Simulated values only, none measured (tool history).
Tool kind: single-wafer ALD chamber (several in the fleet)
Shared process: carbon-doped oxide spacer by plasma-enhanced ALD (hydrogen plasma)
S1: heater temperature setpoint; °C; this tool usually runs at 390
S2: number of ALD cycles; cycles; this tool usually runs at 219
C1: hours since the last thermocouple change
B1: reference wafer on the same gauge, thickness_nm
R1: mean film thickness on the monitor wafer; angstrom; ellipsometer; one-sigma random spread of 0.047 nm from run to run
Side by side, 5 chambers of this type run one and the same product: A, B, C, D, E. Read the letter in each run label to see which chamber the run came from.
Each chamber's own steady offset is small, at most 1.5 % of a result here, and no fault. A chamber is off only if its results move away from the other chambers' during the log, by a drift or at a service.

Run 1C, day 0.162: usual settings; C1 1992.2; B1 10.397. Result: R1 109.84 angstrom.
Run 2B, day 0.438: usual settings; C1 1874.5; B1 10.397. Result: R1 107.91 angstrom.
Run 3E, day 0.621: usual settings; C1 1607.6; B1 10.405. Result: R1 110.51 angstrom.
Run 4A, day 0.921: usual settings; C1 1894.7; B1 10.391. Result: R1 109.23 angstrom.
Run 5D, day 1.258: usual settings; C1 489.8; B1 10.396. Result: R1 109.5 angstrom.
Run 6D, day 1.438: usual settings; C1 494.1; B1 10.398. Result: R1 109.2 angstrom.
Run 7E, day 1.629: usual settings; C1 1631.8; B1 10.408. Result: R1 109.3 angstrom.
Run 8A, day 1.892: usual settings; C1 1918; B1 10.397. Result: R1 109.14 angstrom.
Run 9C, day 2.058: usual settings; C1 2037.7; B1 10.391. Result: R1 110.67 angstrom.
Run 10B, day 2.208: usual settings; C1 1917; B1 10.402. Result: R1 108.18 angstrom.
Run 11A, day 2.454: usual settings; C1 1931.5; B1 10.394. Result: R1 109.7 angstrom.
Run 12B, day 2.654: usual settings; C1 1927.7; B1 10.393. Result: R1 108.11 angstrom.
Run 13D, day 2.929: usual settings; C1 529.9; B1 10.385. Result: R1 108.84 angstrom.
Run 14C, day 3.246: usual settings; C1 2066.2; B1 10.409. Result: R1 110.3 angstrom.
Run 15E, day 3.429: usual settings; C1 1675; B1 10.409. Result: R1 109.38 angstrom.
Run 16C, day 3.621: usual settings; C1 2075.2; B1 10.399. Result: R1 109.81 angstrom.
Run 17A, day 3.883: usual settings; C1 1965.8; B1 10.392. Result: R1 109.14 angstrom.
Run 18E, day 4.05: usual settings; C1 1689.9; B1 10.394. Result: R1 109.93 angstrom.
Run 19D, day 4.242: usual settings; C1 561.4; B1 10.397. Result: R1 109.69 angstrom.
Run 20B, day 4.442: usual settings; C1 1970.6; B1 10.411. Result: R1 107.88 angstrom.
Run 21A, day 4.746: usual settings; C1 1986.5; B1 10.404. Result: R1 109.53 angstrom.
Run 22B, day 5.021: usual settings; C1 1984.5; B1 10.403. Result: R1 107.69 angstrom.
Run 23C, day 5.183: usual settings but S2 249 cycles; C1 2112.7; B1 10.402. Result: R1 125.17 angstrom.
Run 24E, day 5.429: usual settings but S2 249 cycles; C1 1723; B1 10.401. Result: R1 124.25 angstrom.
Run 25D, day 5.675: usual settings but S2 249 cycles; C1 595.8; B1 10.405. Result: R1 124.35 angstrom.
Run 26E, day 6: usual settings but S2 249 cycles; C1 1736.7; B1 10.408. Result: R1 124.18 angstrom.
Run 27A, day 6.321: usual settings but S2 249 cycles; C1 2024.3; B1 10.404. Result: R1 124.21 angstrom.
Run 28B, day 6.658: usual settings but S1 382 °C; C1 2023.8; B1 10.406. Result: R1 108.65 angstrom.
Run 29C, day 6.896: usual settings but S1 382 °C; C1 2153.8; B1 10.404. Result: R1 110.26 angstrom.
Run 30D, day 7.171: usual settings but S1 382 °C; C1 631.7; B1 10.399. Result: R1 109.54 angstrom.
Run 31C, day 7.321: usual settings but S1 382 °C; C1 2164; B1 10.394. Result: R1 109.98 angstrom.
Run 32D, day 7.521: usual settings but S1 382 °C; C1 640.1; B1 10.403. Result: R1 110.31 angstrom.
Run 33E, day 7.8: usual settings; C1 1779.9; B1 10.401. Result: R1 109.47 angstrom.
Run 34B, day 7.975: usual settings; C1 2055.4; B1 10.399. Result: R1 108.47 angstrom.

Has any chamber moved away from the others, gradually or after a service, or does the common gauge drift, or do the chambers differ only by their own small steady offsets? State the chamber and the most likely cause if one applies.

Neither any chamber nor the gauge drifts; the chambers differ only by their own small, steady offsets.
